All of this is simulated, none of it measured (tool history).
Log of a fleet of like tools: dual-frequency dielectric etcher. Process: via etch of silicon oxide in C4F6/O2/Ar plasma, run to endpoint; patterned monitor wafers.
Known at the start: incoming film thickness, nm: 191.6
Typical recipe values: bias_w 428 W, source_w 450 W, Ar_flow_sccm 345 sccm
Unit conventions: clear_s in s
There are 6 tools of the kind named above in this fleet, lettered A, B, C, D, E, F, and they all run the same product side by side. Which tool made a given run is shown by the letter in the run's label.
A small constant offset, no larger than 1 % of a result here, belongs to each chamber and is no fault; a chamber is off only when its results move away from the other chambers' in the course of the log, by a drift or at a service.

run,hour,bias_w,source_w,Ar_flow_sccm,hours since the last wet clean,hours since the last bias power generator calibration,hours since the last source power generator calibration,hours since the last Ar flow controller change,clear_s
1F,10.4,428,450,345,353.9,4396.6,1407.6,3414.3,43.864
2C,16.6,428,450,345,122.9,1463.5,1710.5,5218.2,42.960
3E,24.3,428,450,345,247.1,1971.7,582.7,1789.4,43.261
# hour 31.9: chamber D: wet clean of the chamber
4B,35.9,428,450,345,290.8,4346.6,3774.5,938.0,43.447
5A,43.7,428,450,345,94.8,357.4,637.1,195.7,43.487
6D,53.7,428,450,345,21.9,2698.0,1644.7,2613.6,43.527
7F,60.2,428,450,345,403.7,4446.4,1457.4,3464.1,43.689
8A,67.4,428,450,345,118.5,381.1,660.8,219.4,43.373
# hour 68.5: chamber F: Ar flow controller replaced
9D,74.6,490,500,345,42.8,2718.9,1665.6,2634.5,39.552
10B,81.6,490,500,345,336.5,4392.3,3820.2,983.7,39.623
11E,93.3,490,500,345,316.1,2040.7,651.7,1858.4,40.138
12C,99.8,490,500,345,206.1,1546.7,1793.7,5301.4,39.293
13D,107.4,490,500,345,75.6,2751.7,1698.4,2667.3,39.690
14A,115.0,490,500,345,166.1,428.7,708.4,267.0,39.643
15C,120.7,339,350,345,227.0,1567.6,1814.6,5322.3,51.716
16E,128.9,339,350,345,351.7,2076.3,687.3,1894.0,51.995
17F,134.7,339,350,345,478.2,4520.9,1531.9,66.2,52.351
18B,141.2,339,350,345,396.1,4451.9,3879.8,1043.3,51.649
19D,146.5,339,350,345,114.7,2790.8,1737.5,2706.4,51.711
20F,157.1,339,350,345,500.6,4543.3,1554.3,88.6,52.945
21A,164.6,428,450,345,215.7,478.3,758.0,316.6,43.613
# hour 166.6: chamber B: bias power generator calibrated
22C,174.2,428,450,345,280.5,1621.1,1868.1,5375.8,43.055
23B,183.0,366,450,397,437.9,16.5,3921.6,1085.1,46.931
# hour 187.5: chamber F: wet clean of the chamber
24E,191.3,366,450,397,414.1,2138.7,749.7,1956.4,46.899
25E,200.1,366,450,397,422.9,2147.5,758.5,1965.2,47.120
26A,208.4,366,450,397,259.5,522.1,801.8,360.4,46.610
27B,219.2,366,450,397,474.1,52.7,3957.8,1121.3,46.707
28F,228.1,366,450,397,40.6,4614.3,1625.3,159.6,47.086
29C,235.2,428,450,345,341.5,1682.1,1929.1,5436.8,43.137
30D,243.1,428,450,345,211.3,2887.4,1834.1,2803.0,43.497
31E,249.0,428,450,345,471.8,2196.4,807.4,2014.1,44.126
32B,254.4,428,450,345,509.3,87.9,3993.0,1156.5,43.425
# hour 261.6: chamber B: wet clean of the chamber
33A,262.9,428,450,345,314.0,576.6,856.3,414.9,43.266
34C,268.8,428,450,345,375.1,1715.7,1962.7,5470.4,43.145
35D,277.7,428,410,345,245.9,2922.0,1868.7,2837.6,44.656
36F,283.5,428,410,345,96.0,4669.7,1680.7,215.0,45.379
37F,292.8,428,410,345,105.3,4679.0,1690.0,224.3,45.425
38B,299.7,428,410,345,38.1,133.2,4038.3,1201.8,45.263
39A,308.1,428,410,345,359.2,621.8,901.5,460.1,45.210
# hour 314.9: chamber D: bias power generator calibrated
40D,319.7,428,410,345,287.9,4.9,1910.7,2879.6,44.886
41C,328.3,428,450,345,434.6,1775.2,2022.2,5529.9,43.191
42E,333.5,428,450,345,556.3,2280.9,891.9,2098.6,44.623
43E,342.9,428,450,421,565.7,2290.3,901.3,2108.0,45.593

Is one chamber out of step, is the gauge drifting, or do the chambers differ by no more than their own small offsets? For an off chamber, give its letter and the likeliest cause.

It is chamber E that slowly wanders off from its peers.
Cause: etch rate under this chamber's usual, % = 2.65.

Below are 4 candidate recipes for chamber E's next run, each the usual settings with a change, their results shown as question marks. Which of them brings E's results back in line with what the other chambers give on the usual settings?
In-line tolerance around the mean of the other chambers on the usual settings: clear_s 0.700 s
44E-1,351.6,428,390,360,,,,,?
44E-2,351.6,428,450,434,,,,,?
44E-3,351.6,444,470,341,,,,,?
44E-4,351.6,496,450,345,,,,,?

The other chambers' mean on the usual settings: clear_s 43.384 s
run,clear_s
44E-1,47.565
44E-2,46.052
44E-3,43.521
44E-4,42.516
The answer is 44E-3, which returns the chamber to within the allowed miss of the others.

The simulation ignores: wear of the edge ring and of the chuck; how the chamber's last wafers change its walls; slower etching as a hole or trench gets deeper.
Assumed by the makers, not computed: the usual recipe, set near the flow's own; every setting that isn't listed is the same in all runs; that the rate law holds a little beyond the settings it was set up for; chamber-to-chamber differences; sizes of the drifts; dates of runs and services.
